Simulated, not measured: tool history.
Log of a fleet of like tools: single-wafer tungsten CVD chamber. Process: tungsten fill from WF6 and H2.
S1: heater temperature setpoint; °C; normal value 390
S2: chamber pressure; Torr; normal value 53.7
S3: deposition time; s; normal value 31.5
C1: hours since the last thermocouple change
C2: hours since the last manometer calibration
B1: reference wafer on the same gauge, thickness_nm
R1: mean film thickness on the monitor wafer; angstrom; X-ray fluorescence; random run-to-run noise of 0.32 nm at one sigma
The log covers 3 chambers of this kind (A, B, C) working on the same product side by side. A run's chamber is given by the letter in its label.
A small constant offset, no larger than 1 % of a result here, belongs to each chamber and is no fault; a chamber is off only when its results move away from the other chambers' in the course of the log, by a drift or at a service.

{"run": "1C", "hour": 5.4, "S1": 390, "S2": 53.7, "S3": 31.5, "C1": 615.0, "C2": 992.6, "B1": 80.674, "R1": 983.26}
{"run": "2A", "hour": 13.1, "S1": 390, "S2": 53.7, "S3": 31.5, "C1": 613.0, "C2": 2577.7, "B1": 80.717, "R1": 992.54}
{"hour": 15.8, "done": "chamber A: capacitance manometer re-zeroed and calibrated"}
{"run": "3B", "hour": 19.4, "S1": 390, "S2": 53.7, "S3": 31.5, "C1": 1307.9, "C2": 983.2, "B1": 80.651, "R1": 992.89}
{"run": "4B", "hour": 22.9, "S1": 390, "S2": 53.7, "S3": 31.5, "C1": 1311.4, "C2": 986.7, "B1": 80.691, "R1": 994.4}
{"run": "5A", "hour": 29.4, "S1": 390, "S2": 53.7, "S3": 31.5, "C1": 629.3, "C2": 13.7, "B1": 80.773, "R1": 990.32}
{"hour": 30.5, "done": "chamber B: thermocouple changed; heater temperature recalibrated"}
{"run": "6C", "hour": 36.0, "S1": 390, "S2": 53.7, "S3": 31.5, "C1": 645.6, "C2": 1023.2, "B1": 80.649, "R1": 993.01}
{"run": "7A", "hour": 42.2, "S1": 390, "S2": 53.7, "S3": 31.5, "C1": 642.1, "C2": 26.5, "B1": 80.712, "R1": 988.56}
{"run": "8C", "hour": 48.2, "S1": 390, "S2": 53.7, "S3": 31.5, "C1": 657.8, "C2": 1035.4, "B1": 80.662, "R1": 990.66}
{"run": "9B", "hour": 53.4, "S1": 390, "S2": 53.7, "S3": 31.5, "C1": 22.9, "C2": 1017.2, "B1": 80.7, "R1": 993.75}
{"run": "10C", "hour": 60.2, "S1": 397, "S2": 65.0, "S3": 31.5, "C1": 669.8, "C2": 1047.4, "B1": 80.675, "R1": 1219.5}
{"run": "11B", "hour": 65.4, "S1": 397, "S2": 65.0, "S3": 31.5, "C1": 34.9, "C2": 1029.2, "B1": 80.647, "R1": 1226.7}
{"run": "12A", "hour": 69.5, "S1": 397, "S2": 65.0, "S3": 31.5, "C1": 669.4, "C2": 53.8, "B1": 80.753, "R1": 1229.0}
{"run": "13A", "hour": 74.3, "S1": 390, "S2": 53.7, "S3": 31.5, "C1": 674.2, "C2": 58.6, "B1": 80.685, "R1": 996.32}
{"run": "14C", "hour": 79.3, "S1": 390, "S2": 53.7, "S3": 31.5, "C1": 688.9, "C2": 1066.5, "B1": 80.691, "R1": 988.91}
{"run": "15B", "hour": 86.2, "S1": 390, "S2": 53.7, "S3": 31.5, "C1": 55.7, "C2": 1050.0, "B1": 80.625, "R1": 991.81}
{"run": "16C", "hour": 90.3, "S1": 390, "S2": 53.7, "S3": 31.5, "C1": 699.9, "C2": 1077.5, "B1": 80.722, "R1": 988.3}
{"run": "17A", "hour": 97.6, "S1": 390, "S2": 53.7, "S3": 31.5, "C1": 697.5, "C2": 81.9, "B1": 80.778, "R1": 1006.1}
{"run": "18B", "hour": 101.8, "S1": 390, "S2": 53.7, "S3": 31.5, "C1": 71.3, "C2": 1065.6, "B1": 80.656, "R1": 994.45}
{"run": "19A", "hour": 106.6, "S1": 390, "S2": 53.7, "S3": 31.5, "C1": 706.5, "C2": 90.9, "B1": 80.673, "R1": 1011.2}
{"run": "20C", "hour": 113.6, "S1": 390, "S2": 53.7, "S3": 31.5, "C1": 723.2, "C2": 1100.8, "B1": 80.695, "R1": 984.98}
{"run": "21B", "hour": 116.9, "S1": 390, "S2": 53.7, "S3": 31.5, "C1": 86.4, "C2": 1080.7, "B1": 80.721, "R1": 998.5}
{"run": "22C", "hour": 121.1, "S1": 390, "S2": 53.7, "S3": 36.3, "C1": 730.7, "C2": 1108.3, "B1": 80.769, "R1": 1134.1}
{"run": "23A", "hour": 127.7, "S1": 390, "S2": 53.7, "S3": 36.3, "C1": 727.6, "C2": 112.0, "B1": 80.76, "R1": 1169.1}
{"run": "24B", "hour": 132.3, "S1": 390, "S2": 53.7, "S3": 36.3, "C1": 101.8, "C2": 1096.1, "B1": 80.683, "R1": 1149.1}
{"run": "25A", "hour": 137.4, "S1": 381, "S2": 53.7, "S3": 31.5, "C1": 737.3, "C2": 121.7, "B1": 80.733, "R1": 854.62}
{"run": "26C", "hour": 141.7, "S1": 381, "S2": 53.7, "S3": 31.5, "C1": 751.3, "C2": 1128.9, "B1": 80.664, "R1": 828.47}

Each of the 3 chambers runs these same settings next. Fill in every chamber's results:
{"run": "27A", "hour": 147.2, "S1": 390, "S2": 53.7, "S3": 31.5, "R1": "?"}
{"run": "27B", "hour": 147.2, "S1": 390, "S2": 53.7, "S3": 31.5, "R1": "?"}
{"run": "27C", "hour": 147.2, "S1": 390, "S2": 53.7, "S3": 31.5, "R1": "?"}

run=27A R1=1020.40
run=27B R1=997.05
run=27C R1=988.95
